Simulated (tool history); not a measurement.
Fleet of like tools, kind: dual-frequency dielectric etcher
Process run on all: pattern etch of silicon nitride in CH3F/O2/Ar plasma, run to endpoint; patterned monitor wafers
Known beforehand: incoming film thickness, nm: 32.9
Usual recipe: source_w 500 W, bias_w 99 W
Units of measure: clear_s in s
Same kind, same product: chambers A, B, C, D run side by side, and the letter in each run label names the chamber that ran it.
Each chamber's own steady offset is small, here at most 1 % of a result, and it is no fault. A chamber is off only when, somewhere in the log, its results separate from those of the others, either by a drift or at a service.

run	hour	source_w	bias_w	clear_s
# hour 6.3: chamber B: wet clean of the chamber
1C	9.9	500	99	38.618
2D	17.9	500	99	39.743
3A	26.6	500	99	39.18
4B	37.6	500	99	39.041
# hour 38.3: chamber A: source power generator calibrated
5A	47.1	500	99	39.241
6C	52.9	500	99	38.593
7B	60.8	500	99	39.148
8D	68	500	99	39.8
9D	80.1	500	99	39.211
10B	86.6	500	99	39.072
11C	96.3	500	99	38.728
12A	107.5	500	99	38.75
13B	117.9	500	99	39.442
14D	128.1	440	75	45.72
15A	137.3	440	75	45.118
16C	143.4	440	75	44.935
17C	152.1	440	75	45.527
18B	159.4	500	99	39.33
19D	168	500	99	38.841
20A	176.5	500	99	38.619
21D	182.7	500	99	39.316
22C	194.5	500	99	39.145
23B	204.2	500	99	39.229
24A	216.1	500	99	38.276
25B	221.6	500	99	39.426
26C	233.3	500	99	38.984
27A	243.3	500	99	37.962
28D	250.9	450	115	38.617
29A	257.1	450	115	37.608
30C	266.5	450	115	38.344
31D	276.4	450	115	38.35
32B	287.9	500	99	39.166
33C	297.2	500	99	39.025
34D	308.7	500	99	39.103
35A	317	500	99	37.511
36B	324.4	500	99	39.292
37D	335.1	500	99	38.921
38A	341.6	500	99	37.519
39B	348.1	500	99	39.332
40C	357.9	500	99	38.946
# hour 363.7: chamber C: wet clean of the chamber
41A	364.8	500	99	37.17
42B	372.4	500	99	39.131
43D	384.6	500	99	39.052
44C	393.2	500	99	38.686

What goes on in this fleet: one chamber off, a drifting gauge, or nothing beyond the chambers' own small offsets? Name the chamber and the cause, if any.

One chamber, A, drifts off from the rest bit by bit.
What lies behind it: etch rate over this chamber's usual, % = 5.19.

Chamber A could run next with any of the 4 candidate recipes listed below; each alters the usual settings, and their results appear as question marks. Which one brings its results back in line with what the other chambers deliver on the usual settings?
Maximum distance from the other chambers' mean on the usual settings for a result to count as in line: clear_s 0.83 s
45A-1	402.2	500	78	?
45A-2	402.2	500	113	?
45A-3	402.2	500	85	?
45A-4	402.2	560	111	?

On the usual settings, the other chambers give on average: clear_s 39.063 s
run	clear_s
45A-1	40.497
45A-2	35.408
45A-3	39.288
45A-4	34.155
The right change is 45A-3: it brings the chamber back within the allowed miss of the others.
